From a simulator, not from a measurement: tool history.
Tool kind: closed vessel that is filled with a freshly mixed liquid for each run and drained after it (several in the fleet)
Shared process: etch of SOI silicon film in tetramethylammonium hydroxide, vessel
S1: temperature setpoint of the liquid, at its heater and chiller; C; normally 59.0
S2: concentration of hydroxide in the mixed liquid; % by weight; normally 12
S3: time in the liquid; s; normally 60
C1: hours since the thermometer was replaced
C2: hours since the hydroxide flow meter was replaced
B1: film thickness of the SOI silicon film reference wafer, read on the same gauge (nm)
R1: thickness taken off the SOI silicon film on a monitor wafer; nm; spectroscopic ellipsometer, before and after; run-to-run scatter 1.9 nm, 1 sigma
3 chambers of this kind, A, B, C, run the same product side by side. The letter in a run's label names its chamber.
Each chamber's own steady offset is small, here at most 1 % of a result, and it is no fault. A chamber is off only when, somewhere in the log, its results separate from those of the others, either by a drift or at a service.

run 1C hour=7.4 | S1=59.0 S2=12 S3=60 | C1=704.0 C2=706.2 | B1=150.00 | R1=201.48
run 2B hour=15.3 | S1=59.0 S2=12 S3=60 | C1=2080.9 C2=1454.8 | B1=150.00 | R1=196.44
run 3A hour=28.9 | S1=59.0 S2=12 S3=60 | C1=1076.5 C2=1869.8 | B1=149.97 | R1=195.23
run 4C hour=40.9 | S1=59.0 S2=12 S3=60 | C1=737.5 C2=739.7 | B1=150.00 | R1=196.64
run 5B hour=55.6 | S1=59.0 S2=12 S3=60 | C1=2121.2 C2=1495.1 | B1=149.99 | R1=198.17
run 6A hour=71.2 | S1=59.0 S2=12 S3=60 | C1=1118.8 C2=1912.1 | B1=150.00 | R1=197.24
run 7C hour=83.1 | S1=59.0 S2=12 S3=60 | C1=779.7 C2=781.9 | B1=149.99 | R1=198.93
run 8B hour=92.5 | S1=59.0 S2=12 S3=60 | C1=2158.1 C2=1532.0 | B1=150.01 | R1=197.17
run 9A hour=107.4 | S1=59.0 S2=9 S3=60 | C1=1155.0 C2=1948.3 | B1=150.00 | R1=216.90
run 10C hour=120.5 | S1=59.0 S2=9 S3=60 | C1=817.1 C2=819.3 | B1=150.00 | R1=220.55
run 11A hour=135.8 | S1=59.0 S2=9 S3=60 | C1=1183.4 C2=1976.7 | B1=149.99 | R1=218.85
run 12B hour=148.1 | S1=59.0 S2=12 S3=60 | C1=2213.7 C2=1587.6 | B1=150.00 | R1=199.12
run 13C hour=156.5 | S1=59.0 S2=12 S3=60 | C1=853.1 C2=855.3 | B1=150.01 | R1=202.22
run 14B hour=172.4 | S1=51.5 S2=12 S3=60 | C1=2238.0 C2=1611.9 | B1=149.99 | R1=125.34
run 15A hour=187.7 | S1=51.5 S2=12 S3=60 | C1=1235.3 C2=2028.6 | B1=150.00 | R1=121.62
-- hour=193.5 chamber B: thermometer replaced
run 16B hour=203.5 | S1=51.5 S2=12 S3=60 | C1=10.1 C2=1643.0 | B1=149.97 | R1=121.58
run 17A hour=212.3 | S1=59.0 S2=12 S3=60 | C1=1259.9 C2=2053.2 | B1=149.99 | R1=198.65
run 18C hour=224.1 | S1=59.0 S2=12 S3=35 | C1=920.7 C2=922.9 | B1=149.98 | R1=115.07
run 19C hour=237.4 | S1=59.0 S2=12 S3=35 | C1=934.0 C2=936.2 | B1=149.98 | R1=115.58
run 20A hour=247.2 | S1=59.0 S2=12 S3=35 | C1=1294.8 C2=2088.1 | B1=150.00 | R1=115.81
run 21B hour=255.1 | S1=59.0 S2=12 S3=60 | C1=61.7 C2=1694.6 | B1=149.99 | R1=197.19
run 22C hour=264.6 | S1=64.5 S2=12 S3=60 | C1=961.2 C2=963.4 | B1=149.99 | R1=277.92
run 23B hour=279.7 | S1=64.5 S2=12 S3=60 | C1=86.3 C2=1719.2 | B1=150.01 | R1=278.07
run 24A hour=291.8 | S1=64.5 S2=12 S3=60 | C1=1339.4 C2=2132.7 | B1=149.99 | R1=275.33
run 25A hour=300.8 | S1=59.0 S2=12 S3=60 | C1=1348.4 C2=2141.7 | B1=150.01 | R1=197.59
run 26C hour=308.0 | S1=59.0 S2=12 S3=60 | C1=1004.6 C2=1006.8 | B1=150.02 | R1=196.97
run 27B hour=323.9 | S1=59.0 S2=12 S3=60 | C1=130.5 C2=1763.4 | B1=150.01 | R1=197.53
run 28A hour=338.7 | S1=59.0 S2=12 S3=60 | C1=1386.3 C2=2179.6 | B1=149.99 | R1=195.68
run 29B hour=353.4 | S1=59.0 S2=12 S3=60 | C1=160.0 C2=1792.9 | B1=150.00 | R1=196.58
run 30C hour=364.3 | S1=59.0 S2=12 S3=60 | C1=1060.9 C2=1063.1 | B1=150.02 | R1=188.26
run 31C hour=380.5 | S1=59.0 S2=12 S3=60 | C1=1077.1 C2=1079.3 | B1=150.01 | R1=191.28
run 32B hour=391.3 | S1=59.0 S2=12 S3=60 | C1=197.9 C2=1830.8 | B1=150.01 | R1=200.62
run 33A hour=405.2 | S1=59.0 S2=12 S3=60 | C1=1452.8 C2=2246.1 | B1=150.00 | R1=191.79
run 34C hour=420.1 | S1=59.0 S2=12 S3=60 | C1=1116.7 C2=1118.9 | B1=150.00 | R1=189.88
run 35A hour=427.9 | S1=59.0 S2=12 S3=60 | C1=1475.5 C2=2268.8 | B1=150.00 | R1=195.72
run 36B hour=444.0 | S1=59.0 S2=12 S3=60 | C1=250.6 C2=1883.5 | B1=149.97 | R1=195.11
run 37C hour=458.2 | S1=59.0 S2=12 S3=60 | C1=1154.8 C2=1157.0 | B1=149.99 | R1=184.47
run 38B hour=468.6 | S1=59.0 S2=12 S3=60 | C1=275.2 C2=1908.1 | B1=149.99 | R1=200.13
run 39A hour=483.1 | S1=59.0 S2=12 S3=60 | C1=1530.7 C2=2324.0 | B1=150.02 | R1=193.25
run 40A hour=495.1 | S1=59.0 S2=12 S3=60 | C1=1542.7 C2=2336.0 | B1=150.00 | R1=195.40

Is one chamber out of step, is the gauge drifting, or do the chambers differ by no more than their own small offsets? For an off chamber, give its letter and the likeliest cause.

It is chamber C that slowly wanders off from its peers.
Cause: liquid colder than its thermometer reads (K) = 1.36.

Here are 4 candidates for chamber C's next run, each the usual settings with a change, their results left as question marks. Which one brings its results back in line with what the others give on the usual settings?
In line means no further than this from the other chambers' mean on the usual settings: R1 6.70 nm
run 41C-1 hour=506.8 | S1=59.0 S2=10 S3=60 | R1=?
run 41C-2 hour=506.8 | S1=60.0 S2=12 S3=65 | R1=?
run 41C-3 hour=506.8 | S1=58.0 S2=12 S3=55 | R1=?
run 41C-4 hour=506.8 | S1=59.0 S2=14 S3=60 | R1=?

What the other chambers average on the usual settings: R1 196.72 nm
run=41C-1 R1=195.57
run=41C-2 R1=211.44
run=41C-3 R1=157.43
run=41C-4 R1=170.79
41C-1 is the one that brings the chamber's results back in line with the other chambers.

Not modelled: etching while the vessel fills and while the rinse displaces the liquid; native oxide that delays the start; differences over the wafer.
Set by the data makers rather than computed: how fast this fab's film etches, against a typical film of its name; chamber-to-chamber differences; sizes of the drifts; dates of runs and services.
